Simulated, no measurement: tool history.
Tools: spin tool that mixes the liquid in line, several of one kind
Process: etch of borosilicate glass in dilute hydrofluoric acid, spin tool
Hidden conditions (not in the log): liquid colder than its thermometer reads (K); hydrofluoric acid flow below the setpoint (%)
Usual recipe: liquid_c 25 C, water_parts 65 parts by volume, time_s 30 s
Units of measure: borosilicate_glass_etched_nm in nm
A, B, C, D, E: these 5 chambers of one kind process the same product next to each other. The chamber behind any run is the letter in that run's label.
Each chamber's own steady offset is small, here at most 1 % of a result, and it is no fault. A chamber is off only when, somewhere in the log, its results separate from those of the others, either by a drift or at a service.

| run | hour | liquid_c | water_parts | time_s | hours since the thermometer was replaced | hours since the hydrofluoric acid flow meter was replaced | read-back film thickness of the borosilicate glass reference wafer, read on the same gauge (nm) | borosilicate_glass_etched_nm |
|---|---|---|---|---|---|---|---|---|
| 1E | 9.5 | 25 | 65 | 30 | 2087.9 | 69.5 | 49.976 | 16.6030 |
| 2D | 18.0 | 25 | 65 | 30 | 928.6 | 606.6 | 49.976 | 16.4720 |
| 3B | 29.3 | 25 | 65 | 30 | 686.6 | 311.3 | 49.966 | 16.5500 |
| 4A | 37.6 | 25 | 65 | 30 | 759.7 | 190.6 | 49.999 | 16.5210 |
|  | 43.3 | chamber D: hydrofluoric acid flow meter replaced |
| 5C | 43.9 | 25 | 65 | 30 | 380.6 | 880.6 | 49.999 | 16.3280 |
| 6C | 52.4 | 29 | 65 | 15 | 389.1 | 889.1 | 49.978 | 9.4912 |
| 7D | 64.3 | 29 | 65 | 15 | 974.9 | 21.1 | 49.985 | 9.5847 |
| 8A | 74.1 | 29 | 65 | 15 | 796.2 | 227.1 | 49.994 | 9.6981 |
| 9B | 85.5 | 29 | 65 | 15 | 742.8 | 367.5 | 50.014 | 9.7291 |
| 10E | 91.1 | 29 | 65 | 15 | 2169.5 | 151.1 | 50.005 | 9.6164 |
| 11C | 101.5 | 25 | 85 | 20 | 438.2 | 938.2 | 50.057 | 8.0790 |
| 12E | 107.4 | 25 | 85 | 20 | 2185.8 | 167.4 | 49.951 | 8.1160 |
| 13D | 116.6 | 25 | 85 | 20 | 1027.2 | 73.4 | 50.001 | 8.1657 |
| 14B | 125.7 | 25 | 85 | 20 | 783.0 | 407.7 | 50.013 | 8.1078 |
| 15A | 133.8 | 25 | 85 | 20 | 855.9 | 286.8 | 50.037 | 8.1108 |
| 16D | 144.9 | 25 | 65 | 30 | 1055.5 | 101.7 | 50.024 | 16.4210 |
| 17A | 156.3 | 25 | 65 | 30 | 878.4 | 309.3 | 50.042 | 16.4970 |
| 18C | 163.6 | 25 | 65 | 30 | 500.3 | 1000.3 | 49.996 | 16.1780 |
| 19E | 169.3 | 25 | 65 | 30 | 2247.7 | 229.3 | 50.028 | 16.3280 |
| 20B | 177.7 | 25 | 65 | 30 | 835.0 | 459.7 | 49.996 | 16.5070 |
| 21E | 188.1 | 25 | 65 | 30 | 2266.5 | 248.1 | 50.012 | 16.5180 |
| 22A | 194.9 | 25 | 65 | 30 | 917.0 | 347.9 | 50.016 | 16.2000 |
| 23D | 204.5 | 25 | 65 | 30 | 1115.1 | 161.3 | 50.013 | 16.5470 |
| 24B | 212.8 | 25 | 65 | 30 | 870.1 | 494.8 | 49.989 | 16.5120 |
| 25C | 220.1 | 25 | 80 | 30 | 556.8 | 1056.8 | 49.995 | 13.1370 |
| 26D | 225.5 | 25 | 80 | 30 | 1136.1 | 182.3 | 49.991 | 12.8990 |
| 27B | 237.0 | 25 | 80 | 30 | 894.3 | 519.0 | 50.004 | 13.0640 |
| 28C | 245.3 | 25 | 80 | 30 | 582.0 | 1082.0 | 50.006 | 12.9690 |
| 29A | 251.9 | 25 | 80 | 30 | 974.0 | 404.9 | 49.992 | 12.9730 |
| 30E | 261.3 | 25 | 65 | 30 | 2339.7 | 321.3 | 49.998 | 16.2950 |
| 31A | 269.0 | 25 | 65 | 30 | 991.1 | 422.0 | 50.030 | 16.4730 |
| 32B | 276.2 | 25 | 65 | 30 | 933.5 | 558.2 | 50.040 | 16.4690 |
| 33E | 282.5 | 29 | 75 | 30 | 2360.9 | 342.5 | 49.972 | 16.3850 |
| 34C | 288.1 | 29 | 75 | 30 | 624.8 | 1124.8 | 50.042 | 16.2200 |
| 35D | 295.9 | 29 | 75 | 30 | 1206.5 | 252.7 | 50.010 | 16.2740 |
| 36E | 307.3 | 29 | 75 | 30 | 2385.7 | 367.3 | 50.039 | 16.3060 |
| 37B | 313.0 | 29 | 75 | 30 | 970.3 | 595.0 | 50.029 | 16.3770 |
| 38D | 325.1 | 25 | 65 | 30 | 1235.7 | 281.9 | 50.009 | 16.5380 |
| 39A | 331.3 | 25 | 65 | 30 | 1053.4 | 484.3 | 50.018 | 16.4310 |
| 40C | 338.7 | 25 | 65 | 30 | 675.4 | 1175.4 | 50.040 | 16.3560 |
| 41B | 350.4 | 25 | 65 | 30 | 1007.7 | 632.4 | 49.983 | 16.5390 |
| 42C | 359.1 | 25 | 65 | 30 | 695.8 | 1195.8 | 49.995 | 16.1960 |
| 43E | 370.2 | 25 | 65 | 30 | 2448.6 | 430.2 | 50.015 | 16.4480 |
| 44D | 381.6 | 25 | 65 | 30 | 1292.2 | 338.4 | 49.988 | 16.2950 |

All 5 chambers run these settings next. Forecast each chamber's results:
| 45A | 390.4 | 25 | 85 | 30 |  |  |  | ? |
| 45B | 390.4 | 25 | 85 | 30 |  |  |  | ? |
| 45C | 390.4 | 25 | 85 | 30 |  |  |  | ? |
| 45D | 390.4 | 25 | 85 | 30 |  |  |  | ? |
| 45E | 390.4 | 25 | 85 | 30 |  |  |  | ? |

| run | borosilicate_glass_etched_nm |
|---|---|
| 45A | 12.0100 |
| 45B | 12.2430 |
| 45C | 12.0780 |
| 45D | 12.4010 |
| 45E | 12.2560 |
